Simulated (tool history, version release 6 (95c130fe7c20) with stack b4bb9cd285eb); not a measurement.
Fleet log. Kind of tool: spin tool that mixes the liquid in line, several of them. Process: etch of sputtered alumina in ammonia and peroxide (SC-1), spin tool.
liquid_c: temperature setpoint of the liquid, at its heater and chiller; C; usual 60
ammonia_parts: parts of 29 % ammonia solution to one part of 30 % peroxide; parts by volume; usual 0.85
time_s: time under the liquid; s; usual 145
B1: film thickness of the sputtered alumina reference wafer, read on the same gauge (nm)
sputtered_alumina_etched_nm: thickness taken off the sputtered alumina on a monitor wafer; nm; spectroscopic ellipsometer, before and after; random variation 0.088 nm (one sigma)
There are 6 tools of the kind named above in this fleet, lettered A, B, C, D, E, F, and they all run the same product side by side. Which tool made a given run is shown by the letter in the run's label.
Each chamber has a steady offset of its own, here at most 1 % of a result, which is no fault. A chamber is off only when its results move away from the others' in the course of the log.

Run 1D, hour 10.1: usual settings; B1 110.00. Result: sputtered_alumina_etched_nm 19.544 nm.
At hour 16.6: chamber F: heated supply line repaired.
Run 2B, hour 21.7: usual settings; B1 109.99. Result: sputtered_alumina_etched_nm 19.404 nm.
At hour 23.2: chamber B: new drum of ammonia solution connected.
Run 3F, hour 27.9: usual settings; B1 109.99. Result: sputtered_alumina_etched_nm 19.466 nm.
Run 4E, hour 35.6: usual settings; B1 109.98. Result: sputtered_alumina_etched_nm 19.408 nm.
Run 5C, hour 43.9: usual settings; B1 110.01. Result: sputtered_alumina_etched_nm 19.602 nm.
Run 6A, hour 52.2: usual settings; B1 110.01. Result: sputtered_alumina_etched_nm 19.335 nm.
Run 7B, hour 57.6: usual settings; B1 109.99. Result: sputtered_alumina_etched_nm 19.571 nm.
Run 8D, hour 64.7: usual settings; B1 110.00. Result: sputtered_alumina_etched_nm 19.453 nm.
Run 9E, hour 70.4: usual settings; B1 110.00. Result: sputtered_alumina_etched_nm 19.628 nm.
At hour 81.9: chamber A: new drum of ammonia solution connected.
Run 10C, hour 82.1: usual settings; B1 109.97. Result: sputtered_alumina_etched_nm 19.563 nm.
Run 11F, hour 92.9: usual settings; B1 110.00. Result: sputtered_alumina_etched_nm 19.616 nm.
At hour 97.8: chamber C: new drum of ammonia solution connected.
Run 12A, hour 105.4: usual settings; B1 110.00. Result: sputtered_alumina_etched_nm 19.491 nm.
Run 13F, hour 115.0: usual settings; B1 110.00. Result: sputtered_alumina_etched_nm 19.460 nm.
Run 14B, hour 126.4: usual settings; B1 109.99. Result: sputtered_alumina_etched_nm 19.641 nm.
At hour 137.7: chamber A: ammonia flow meter replaced.
Run 15C, hour 138.3: usual settings; B1 109.99. Result: sputtered_alumina_etched_nm 19.563 nm.
At hour 138.5: chamber F: thermometer replaced.
At hour 141.6: chamber E: ammonia flow meter replaced.
Run 16A, hour 143.9: usual settings; B1 110.01. Result: sputtered_alumina_etched_nm 19.369 nm.
Run 17E, hour 154.2: usual settings; B1 109.99. Result: sputtered_alumina_etched_nm 19.549 nm.
At hour 158.5: chamber D: new drum of ammonia solution connected.
Run 18D, hour 164.7: usual settings but time_s 90 s; B1 109.99. Result: sputtered_alumina_etched_nm 12.071 nm.
Run 19E, hour 172.9: usual settings but time_s 90 s; B1 109.99. Result: sputtered_alumina_etched_nm 12.111 nm.
Run 20C, hour 179.7: usual settings but time_s 90 s; B1 109.98. Result: sputtered_alumina_etched_nm 12.163 nm.
Run 21D, hour 187.3: usual settings but time_s 90 s; B1 109.99. Result: sputtered_alumina_etched_nm 12.091 nm.
Run 22A, hour 199.5: usual settings but time_s 90 s; B1 109.99. Result: sputtered_alumina_etched_nm 12.011 nm.
Run 23F, hour 211.0: usual settings but time_s 90 s; B1 110.00. Result: sputtered_alumina_etched_nm 12.054 nm.
Run 24B, hour 219.3: usual settings but ammonia_parts 1.10 parts by volume, time_s 95 s; B1 109.99. Result: sputtered_alumina_etched_nm 12.962 nm.
Run 25C, hour 229.6: usual settings but ammonia_parts 1.10 parts by volume, time_s 95 s; B1 109.99. Result: sputtered_alumina_etched_nm 13.240 nm.
Run 26F, hour 239.6: usual settings but ammonia_parts 1.10 parts by volume, time_s 95 s; B1 110.00. Result: sputtered_alumina_etched_nm 13.133 nm.
Run 27E, hour 247.5: usual settings but ammonia_parts 1.10 parts by volume, time_s 95 s; B1 110.01. Result: sputtered_alumina_etched_nm 13.044 nm.
Run 28A, hour 257.4: usual settings but ammonia_parts 1.10 parts by volume, time_s 95 s; B1 110.00. Result: sputtered_alumina_etched_nm 13.095 nm.
Run 29B, hour 266.2: usual settings but ammonia_parts 1.10 parts by volume, time_s 95 s; B1 109.99. Result: sputtered_alumina_etched_nm 12.765 nm.
Run 30D, hour 273.3: usual settings; B1 110.01. Result: sputtered_alumina_etched_nm 19.524 nm.
Run 31C, hour 279.4: usual settings; B1 110.01. Result: sputtered_alumina_etched_nm 19.717 nm.
Run 32A, hour 291.3: usual settings; B1 110.01. Result: sputtered_alumina_etched_nm 19.359 nm.
At hour 294.7: chamber D: heated supply line repaired.
Run 33F, hour 301.9: usual settings; B1 110.00. Result: sputtered_alumina_etched_nm 19.494 nm.
Run 34B, hour 308.9: usual settings; B1 110.00. Result: sputtered_alumina_etched_nm 18.850 nm.
At hour 312.3: chamber A: new drum of ammonia solution connected.
At hour 313.2: chamber C: new drum of ammonia solution connected.
Run 35E, hour 315.2: usual settings; B1 110.00. Result: sputtered_alumina_etched_nm 19.586 nm.
At hour 322.8: chamber E: new drum of ammonia solution connected.
Run 36D, hour 323.6: usual settings but ammonia_parts 0.70 parts by volume; B1 110.01. Result: sputtered_alumina_etched_nm 19.185 nm.
Run 37B, hour 329.5: usual settings but ammonia_parts 0.70 parts by volume; B1 110.00. Result: sputtered_alumina_etched_nm 18.240 nm.
Run 38A, hour 337.5: usual settings but ammonia_parts 0.70 parts by volume; B1 110.02. Result: sputtered_alumina_etched_nm 18.926 nm.
At hour 346.3: chamber A: thermometer replaced.
Run 39D, hour 346.3: usual settings but ammonia_parts 0.70 parts by volume; B1 110.00. Result: sputtered_alumina_etched_nm 19.142 nm.
Run 40C, hour 357.2: usual settings but ammonia_parts 0.70 parts by volume; B1 109.99. Result: sputtered_alumina_etched_nm 19.283 nm.
Run 41F, hour 366.4: usual settings but ammonia_parts 0.70 parts by volume; B1 110.00. Result: sputtered_alumina_etched_nm 19.230 nm.
Run 42E, hour 372.3: usual settings; B1 109.98. Result: sputtered_alumina_etched_nm 19.653 nm.
Run 43E, hour 378.1: usual settings; B1 109.99. Result: sputtered_alumina_etched_nm 19.660 nm.
Run 44A, hour 390.5: usual settings; B1 110.01. Result: sputtered_alumina_etched_nm 19.299 nm.

Has any chamber moved away from the others, gradually or after a service, or does the common gauge drift, or do the chambers differ only by their own small steady offsets? State the chamber and the most likely cause if one applies.

Chamber B drifts away from the others.
Cause: liquid colder than its thermometer reads (K) = 1.22.
It could be hard to tell apart here from: temperature lost on the way to the wafer (K).

Here are 4 candidates for chamber B's next run, each the usual settings with a change, their results left as question marks. Which one brings its results back in line with what the others give on the usual settings?
A result is in line if it is within this distance of the other chambers' mean on the usual settings: sputtered_alumina_etched_nm 0.310 nm
Run 45B-1, hour 399.5: usual settings but ammonia_parts 0.30 parts by volume. Result: sputtered_alumina_etched_nm ?.
Run 45B-2, hour 399.5: usual settings but time_s 160 s. Result: sputtered_alumina_etched_nm ?.
Run 45B-3, hour 399.5: usual settings but time_s 155 s. Result: sputtered_alumina_etched_nm ?.
Run 45B-4, hour 399.5: usual settings but liquid_c 59.5 C, time_s 140 s. Result: sputtered_alumina_etched_nm ?.

Other chambers, usual settings, mean: sputtered_alumina_etched_nm 19.509 nm
  run  sputtered_alumina_etched_nm
45B-1                       16.614
45B-2                       20.239
45B-3                       19.607
45B-4                       17.256
45B-3 is the one that brings the chamber's results back in line with the other chambers.
